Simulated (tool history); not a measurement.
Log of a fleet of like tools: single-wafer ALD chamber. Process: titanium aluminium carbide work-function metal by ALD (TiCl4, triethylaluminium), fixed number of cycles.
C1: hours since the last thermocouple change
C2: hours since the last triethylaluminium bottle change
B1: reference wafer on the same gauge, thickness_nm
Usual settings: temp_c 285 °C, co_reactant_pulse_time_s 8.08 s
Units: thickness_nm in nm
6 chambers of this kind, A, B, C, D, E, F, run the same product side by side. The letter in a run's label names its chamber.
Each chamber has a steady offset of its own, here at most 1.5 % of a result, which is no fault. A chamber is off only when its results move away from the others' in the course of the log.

{"hour": 0.7, "done": "chamber E: triethylaluminium bottle replaced"}
{"run": "1C", "hour": 6.3, "temp_c": 285, "co_reactant_pulse_time_s": 8.08, "C1": 2729.2, "C2": 1356.2, "B1": 1.6808, "thickness_nm": 1.8111}
{"run": "2B", "hour": 12.2, "temp_c": 285, "co_reactant_pulse_time_s": 8.08, "C1": 1556.2, "C2": 260.1, "B1": 1.6807, "thickness_nm": 1.8163}
{"run": "3F", "hour": 16.8, "temp_c": 285, "co_reactant_pulse_time_s": 8.08, "C1": 284.5, "C2": 47.1, "B1": 1.6803, "thickness_nm": 1.7859}
{"hour": 20.7, "done": "chamber A: thermocouple changed; heater temperature recalibrated"}
{"run": "4D", "hour": 22.1, "temp_c": 285, "co_reactant_pulse_time_s": 8.08, "C1": 1290.4, "C2": 284.6, "B1": 1.6793, "thickness_nm": 1.8051}
{"run": "5A", "hour": 25.1, "temp_c": 285, "co_reactant_pulse_time_s": 8.08, "C1": 4.5, "C2": 56.6, "B1": 1.6813, "thickness_nm": 1.8177}
{"run": "6E", "hour": 29.6, "temp_c": 285, "co_reactant_pulse_time_s": 8.08, "C1": 120.6, "C2": 28.9, "B1": 1.6801, "thickness_nm": 1.8086}
{"run": "7A", "hour": 35.2, "temp_c": 285, "co_reactant_pulse_time_s": 5.35, "C1": 14.6, "C2": 66.7, "B1": 1.6815, "thickness_nm": 1.6271}
{"hour": 38.5, "done": "chamber C: thermocouple changed; heater temperature recalibrated"}
{"run": "8F", "hour": 41.3, "temp_c": 285, "co_reactant_pulse_time_s": 5.35, "C1": 309.0, "C2": 71.6, "B1": 1.6804, "thickness_nm": 1.6033}
{"run": "9E", "hour": 46.9, "temp_c": 285, "co_reactant_pulse_time_s": 5.35, "C1": 137.9, "C2": 46.2, "B1": 1.68, "thickness_nm": 1.6218}
{"run": "10D", "hour": 52.8, "temp_c": 285, "co_reactant_pulse_time_s": 5.35, "C1": 1321.1, "C2": 315.3, "B1": 1.6809, "thickness_nm": 1.6238}
{"run": "11C", "hour": 58.1, "temp_c": 285, "co_reactant_pulse_time_s": 5.35, "C1": 19.7, "C2": 1408.0, "B1": 1.6807, "thickness_nm": 1.6247}
{"run": "12B", "hour": 62.0, "temp_c": 285, "co_reactant_pulse_time_s": 5.35, "C1": 1606.0, "C2": 309.9, "B1": 1.681, "thickness_nm": 1.6438}
{"run": "13C", "hour": 66.1, "temp_c": 285, "co_reactant_pulse_time_s": 8.08, "C1": 27.7, "C2": 1416.0, "B1": 1.6803, "thickness_nm": 1.8077}
{"run": "14B", "hour": 70.1, "temp_c": 285, "co_reactant_pulse_time_s": 8.08, "C1": 1614.1, "C2": 318.0, "B1": 1.6787, "thickness_nm": 1.8288}
{"run": "15A", "hour": 73.0, "temp_c": 285, "co_reactant_pulse_time_s": 8.08, "C1": 52.4, "C2": 104.5, "B1": 1.6797, "thickness_nm": 1.8216}
{"run": "16D", "hour": 78.1, "temp_c": 285, "co_reactant_pulse_time_s": 8.08, "C1": 1346.4, "C2": 340.6, "B1": 1.6797, "thickness_nm": 1.8061}
{"run": "17F", "hour": 82.2, "temp_c": 285, "co_reactant_pulse_time_s": 8.08, "C1": 349.9, "C2": 112.5, "B1": 1.6791, "thickness_nm": 1.7873}
{"run": "18E", "hour": 88.8, "temp_c": 285, "co_reactant_pulse_time_s": 8.08, "C1": 179.8, "C2": 88.1, "B1": 1.6796, "thickness_nm": 1.81}
{"run": "19E", "hour": 93.9, "temp_c": 285, "co_reactant_pulse_time_s": 8.08, "C1": 184.9, "C2": 93.2, "B1": 1.6802, "thickness_nm": 1.8148}
{"run": "20A", "hour": 97.8, "temp_c": 285, "co_reactant_pulse_time_s": 10.2, "C1": 77.2, "C2": 129.3, "B1": 1.6808, "thickness_nm": 1.8852}
{"run": "21B", "hour": 103.0, "temp_c": 285, "co_reactant_pulse_time_s": 10.2, "C1": 1647.0, "C2": 350.9, "B1": 1.6805, "thickness_nm": 1.8864}
{"run": "22F", "hour": 107.2, "temp_c": 285, "co_reactant_pulse_time_s": 10.2, "C1": 374.9, "C2": 137.5, "B1": 1.6794, "thickness_nm": 1.8596}
{"run": "23C", "hour": 110.9, "temp_c": 285, "co_reactant_pulse_time_s": 10.2, "C1": 72.5, "C2": 1460.8, "B1": 1.68, "thickness_nm": 1.8696}
{"run": "24D", "hour": 116.2, "temp_c": 285, "co_reactant_pulse_time_s": 10.2, "C1": 1384.5, "C2": 378.7, "B1": 1.6803, "thickness_nm": 1.8658}
{"run": "25C", "hour": 121.4, "temp_c": 285, "co_reactant_pulse_time_s": 10.2, "C1": 83.0, "C2": 1471.3, "B1": 1.6796, "thickness_nm": 1.8735}
{"run": "26A", "hour": 125.2, "temp_c": 285, "co_reactant_pulse_time_s": 8.08, "C1": 104.6, "C2": 156.7, "B1": 1.6796, "thickness_nm": 1.8118}
{"run": "27B", "hour": 129.4, "temp_c": 296, "co_reactant_pulse_time_s": 7.07, "C1": 1673.4, "C2": 377.3, "B1": 1.6789, "thickness_nm": 1.8648}
{"run": "28E", "hour": 133.1, "temp_c": 296, "co_reactant_pulse_time_s": 7.07, "C1": 224.1, "C2": 132.4, "B1": 1.6806, "thickness_nm": 1.8494}
{"run": "29D", "hour": 136.0, "temp_c": 296, "co_reactant_pulse_time_s": 7.07, "C1": 1404.3, "C2": 398.5, "B1": 1.6794, "thickness_nm": 1.8467}
{"run": "30F", "hour": 139.2, "temp_c": 296, "co_reactant_pulse_time_s": 7.07, "C1": 406.9, "C2": 169.5, "B1": 1.6794, "thickness_nm": 1.8266}
{"run": "31B", "hour": 145.0, "temp_c": 296, "co_reactant_pulse_time_s": 7.07, "C1": 1689.0, "C2": 392.9, "B1": 1.6799, "thickness_nm": 1.8606}
{"run": "32E", "hour": 148.5, "temp_c": 296, "co_reactant_pulse_time_s": 7.07, "C1": 239.5, "C2": 147.8, "B1": 1.6797, "thickness_nm": 1.8541}
{"run": "33A", "hour": 151.7, "temp_c": 274, "co_reactant_pulse_time_s": 10.3, "C1": 131.1, "C2": 183.2, "B1": 1.6798, "thickness_nm": 1.7874}
{"run": "34F", "hour": 158.1, "temp_c": 274, "co_reactant_pulse_time_s": 10.3, "C1": 425.8, "C2": 188.4, "B1": 1.6804, "thickness_nm": 1.7524}
{"run": "35C", "hour": 162.2, "temp_c": 274, "co_reactant_pulse_time_s": 10.3, "C1": 123.8, "C2": 1512.1, "B1": 1.6782, "thickness_nm": 1.7759}
{"run": "36D", "hour": 166.1, "temp_c": 274, "co_reactant_pulse_time_s": 10.3, "C1": 1434.4, "C2": 428.6, "B1": 1.6802, "thickness_nm": 1.7745}

Is one chamber off against the others, does the gauge drift, or is nothing wrong? If a chamber is off, say which, and what the likeliest cause is.

No chamber stands off beyond its own small offset, and the gauge holds steady.
